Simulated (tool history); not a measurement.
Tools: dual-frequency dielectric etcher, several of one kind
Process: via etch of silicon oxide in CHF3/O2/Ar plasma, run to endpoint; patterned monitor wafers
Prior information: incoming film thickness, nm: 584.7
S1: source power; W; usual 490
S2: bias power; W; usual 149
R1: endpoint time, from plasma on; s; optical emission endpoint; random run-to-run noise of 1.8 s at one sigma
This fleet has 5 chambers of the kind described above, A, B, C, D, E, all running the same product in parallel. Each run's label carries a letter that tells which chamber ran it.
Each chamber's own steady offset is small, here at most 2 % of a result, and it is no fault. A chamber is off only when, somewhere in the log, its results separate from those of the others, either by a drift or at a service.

-- hour=10.2 chamber D: wet clean of the chamber
run 1B hour=11.2 | S1=490 S2=149 | R1=348.98
-- hour=13.9 chamber A: bias power generator calibrated
run 2A hour=20.9 | S1=490 S2=149 | R1=339.30
run 3E hour=33.0 | S1=490 S2=149 | R1=336.55
run 4D hour=46.4 | S1=490 S2=149 | R1=346.54
run 5C hour=54.4 | S1=490 S2=149 | R1=339.26
run 6C hour=62.0 | S1=490 S2=149 | R1=339.21
run 7B hour=74.2 | S1=490 S2=149 | R1=346.55
run 8E hour=85.0 | S1=490 S2=149 | R1=337.35
run 9D hour=95.7 | S1=450 S2=161 | R1=344.91
run 10A hour=103.1 | S1=450 S2=161 | R1=341.47
run 11C hour=115.2 | S1=450 S2=161 | R1=339.59
run 12E hour=124.2 | S1=450 S2=161 | R1=339.81
run 13B hour=138.0 | S1=450 S2=161 | R1=349.04
run 14A hour=150.5 | S1=490 S2=149 | R1=339.22
-- hour=156.0 chamber D: bias power generator calibrated
run 15D hour=160.4 | S1=490 S2=149 | R1=343.40
-- hour=168.3 chamber B: wet clean of the chamber
run 16A hour=170.1 | S1=570 S2=169 | R1=305.76
run 17B hour=183.7 | S1=570 S2=169 | R1=313.22
run 18E hour=192.1 | S1=570 S2=169 | R1=306.71
run 19C hour=205.9 | S1=570 S2=169 | R1=307.14
-- hour=207.6 chamber B: bias power generator calibrated
run 20D hour=221.4 | S1=570 S2=169 | R1=310.20
run 21C hour=229.9 | S1=490 S2=149 | R1=338.59
run 22D hour=238.1 | S1=560 S2=149 | R1=323.76
run 23A hour=251.8 | S1=560 S2=149 | R1=319.93
run 24B hour=262.7 | S1=560 S2=149 | R1=329.25
run 25E hour=269.9 | S1=560 S2=149 | R1=329.00
run 26C hour=283.9 | S1=560 S2=149 | R1=321.77
run 27B hour=291.9 | S1=490 S2=149 | R1=343.78
run 28E hour=306.2 | S1=570 S2=175 | R1=310.68
run 29D hour=317.6 | S1=570 S2=175 | R1=307.28
run 30A hour=327.9 | S1=570 S2=175 | R1=305.47
run 31E hour=338.1 | S1=570 S2=175 | R1=315.05
run 32B hour=350.7 | S1=570 S2=175 | R1=310.07
run 33C hour=365.9 | S1=380 S2=149 | R1=374.42
run 34A hour=376.2 | S1=380 S2=149 | R1=375.45

One chamber off, gauge drift, or nothing amiss beyond the chambers' own small offsets? If it is a chamber, which one, and what is the likeliest cause?

Chamber E drifts away from the others.
Cause: etch rate under this chamber's usual, % = 5.39.

Chamber E could run next with any of the 4 candidate recipes listed below; each alters the usual settings, and their results appear as question marks. Which one brings its results back in line with what the other chambers deliver on the usual settings?
A result is in line if it is within this distance of the other chambers' mean on the usual settings: R1 6.20 s
run 35E-1 hour=387.4 | S1=490 S2=130 | R1=?
run 35E-2 hour=387.4 | S1=490 S2=168 | R1=?
run 35E-3 hour=387.4 | S1=500 S2=151 | R1=?
run 35E-4 hour=387.4 | S1=490 S2=145 | R1=?

Other chambers, usual settings, mean: R1 341.57 s
run=35E-1 R1=371.65
run=35E-2 R1=342.15
run=35E-3 R1=351.62
run=35E-4 R1=358.99
With 35E-2, the chamber falls back in line with the rest.
